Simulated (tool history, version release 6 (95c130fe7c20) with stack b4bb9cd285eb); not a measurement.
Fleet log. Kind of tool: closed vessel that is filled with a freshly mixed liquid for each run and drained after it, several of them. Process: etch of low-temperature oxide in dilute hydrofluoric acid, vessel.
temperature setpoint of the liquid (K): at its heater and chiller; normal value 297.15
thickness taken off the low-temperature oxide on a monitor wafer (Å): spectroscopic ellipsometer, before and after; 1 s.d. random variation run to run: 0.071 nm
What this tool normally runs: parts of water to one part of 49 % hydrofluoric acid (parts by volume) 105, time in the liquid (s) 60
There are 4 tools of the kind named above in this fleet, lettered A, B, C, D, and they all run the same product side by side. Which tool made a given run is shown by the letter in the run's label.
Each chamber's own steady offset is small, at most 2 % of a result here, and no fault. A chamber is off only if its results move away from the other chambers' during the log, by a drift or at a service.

| run | hour | temperature setpoint of the liquid (K) | parts of water to one part of 49 % hydrofluoric acid (parts by volume) | time in the liquid (s) | read-back film thickness of the low-temperature oxide reference wafer, read on the same gauge (nm) | thickness taken off the low-temperature oxide on a monitor wafer (Å) |
|---|---|---|---|---|---|---|
| 1D | 14.7 | 297.15 | 105 | 60 | 139.97 | 106.970 |
| 2B | 25.5 | 297.15 | 105 | 60 | 140.04 | 106.830 |
| 3C | 40.7 | 297.15 | 105 | 60 | 139.98 | 108.760 |
| 4A | 53.5 | 297.15 | 105 | 60 | 140.02 | 108.660 |
| 5D | 66.5 | 297.15 | 105 | 60 | 139.97 | 107.670 |
| 6A | 78.8 | 297.15 | 105 | 60 | 139.94 | 109.730 |
| 7B | 91.9 | 297.15 | 105 | 60 | 139.99 | 107.100 |
| 8C | 108.2 | 297.15 | 105 | 60 | 139.99 | 108.090 |
| 9C | 116.2 | 297.15 | 105 | 60 | 140.00 | 108.660 |
| 10D | 124.1 | 297.15 | 105 | 60 | 140.02 | 106.280 |
| 11A | 133.6 | 297.15 | 105 | 60 | 139.96 | 109.040 |
| 12B | 147.7 | 297.15 | 80 | 60 | 139.98 | 143.140 |
| 13B | 159.1 | 297.15 | 80 | 60 | 139.97 | 144.440 |
| 14C | 174.4 | 297.15 | 80 | 60 | 139.99 | 147.140 |
| 15D | 186.5 | 297.15 | 80 | 60 | 139.98 | 145.360 |
| 16A | 197.4 | 297.15 | 105 | 60 | 139.96 | 108.030 |
| 17A | 206.3 | 297.15 | 105 | 60 | 140.03 | 108.800 |
| 18D | 214.2 | 297.15 | 105 | 60 | 140.02 | 106.070 |
| 19B | 222.8 | 297.15 | 105 | 60 | 139.97 | 106.570 |
|  | 230.2 | chamber D: hydrofluoric acid flow meter replaced |
| 20C | 232.1 | 297.15 | 105 | 60 | 139.98 | 109.280 |
| 21B | 239.3 | 297.15 | 105 | 60 | 140.01 | 108.060 |
| 22C | 250.0 | 297.15 | 105 | 60 | 140.00 | 110.140 |
| 23A | 263.4 | 297.15 | 105 | 60 | 139.94 | 109.240 |
| 24D | 277.6 | 293.65 | 105 | 60 | 139.99 | 91.093 |
|  | 285.2 | chamber C: thermometer replaced |
| 25D | 289.3 | 293.65 | 105 | 60 | 139.95 | 91.370 |
| 26B | 302.9 | 293.65 | 105 | 60 | 139.99 | 94.351 |
|  | 309.8 | chamber B: hydrofluoric acid flow meter replaced |
| 27A | 316.8 | 293.65 | 105 | 60 | 139.97 | 95.246 |
| 28C | 333.0 | 297.15 | 105 | 45 | 139.99 | 82.379 |
| 29C | 344.1 | 297.15 | 105 | 45 | 140.02 | 82.456 |
| 30B | 356.9 | 297.15 | 105 | 45 | 140.00 | 79.415 |
| 31D | 370.4 | 297.15 | 105 | 45 | 140.00 | 77.738 |
| 32A | 383.0 | 297.15 | 105 | 60 | 140.03 | 107.360 |
| 33C | 395.3 | 297.15 | 105 | 60 | 139.99 | 109.160 |
| 34A | 408.8 | 297.15 | 105 | 60 | 140.01 | 108.090 |
| 35D | 418.5 | 297.15 | 105 | 60 | 139.96 | 102.840 |
| 36B | 435.1 | 297.15 | 105 | 60 | 139.99 | 106.890 |
| 37D | 450.9 | 297.15 | 105 | 60 | 139.99 | 103.980 |
| 38A | 458.7 | 297.15 | 105 | 60 | 139.97 | 109.270 |
| 39C | 473.8 | 297.15 | 105 | 60 | 140.05 | 108.400 |
| 40B | 486.0 | 297.15 | 105 | 60 | 139.95 | 105.260 |
| 41B | 497.4 | 297.15 | 105 | 60 | 140.01 | 106.820 |
| 42C | 513.3 | 297.15 | 105 | 60 | 140.01 | 108.280 |

Read the log: is a single chamber off, either drifting away or since a service, is the gauge that measures every chamber drifting, or is nothing wrong beyond small per-chamber offsets? Name any odd chamber and what most likely caused it.

It is chamber D that slowly wanders off from its peers.
Cause: liquid colder than its thermometer reads (K) = 1.08.

Here are 4 candidates for chamber D's next run, each the usual settings with a change, their results left as question marks. Which one brings its results back in line with what the others give on the usual settings?
Maximum distance from the other chambers' mean on the usual settings for a result to count as in line: thickness taken off the low-temperature oxide on a monitor wafer (Å) 2.500
| 43D-1 | 525.1 | 297.15 | 100 | 60 |  | ? |
| 43D-2 | 525.1 | 297.65 | 105 | 60 |  | ? |
| 43D-3 | 525.1 | 295.65 | 105 | 60 |  | ? |
| 43D-4 | 525.1 | 296.65 | 105 | 60 |  | ? |

The other chambers' mean on the usual settings: thickness taken off the low-temperature oxide on a monitor wafer (Å) 108.220
| run | thickness taken off the low-temperature oxide on a monitor wafer (Å) |
|---|---|
| 43D-1 | 107.690 |
| 43D-2 | 103.980 |
| 43D-3 | 95.857 |
| 43D-4 | 99.873 |
The right change is 43D-1: it brings the chamber back within the allowed miss of the others.
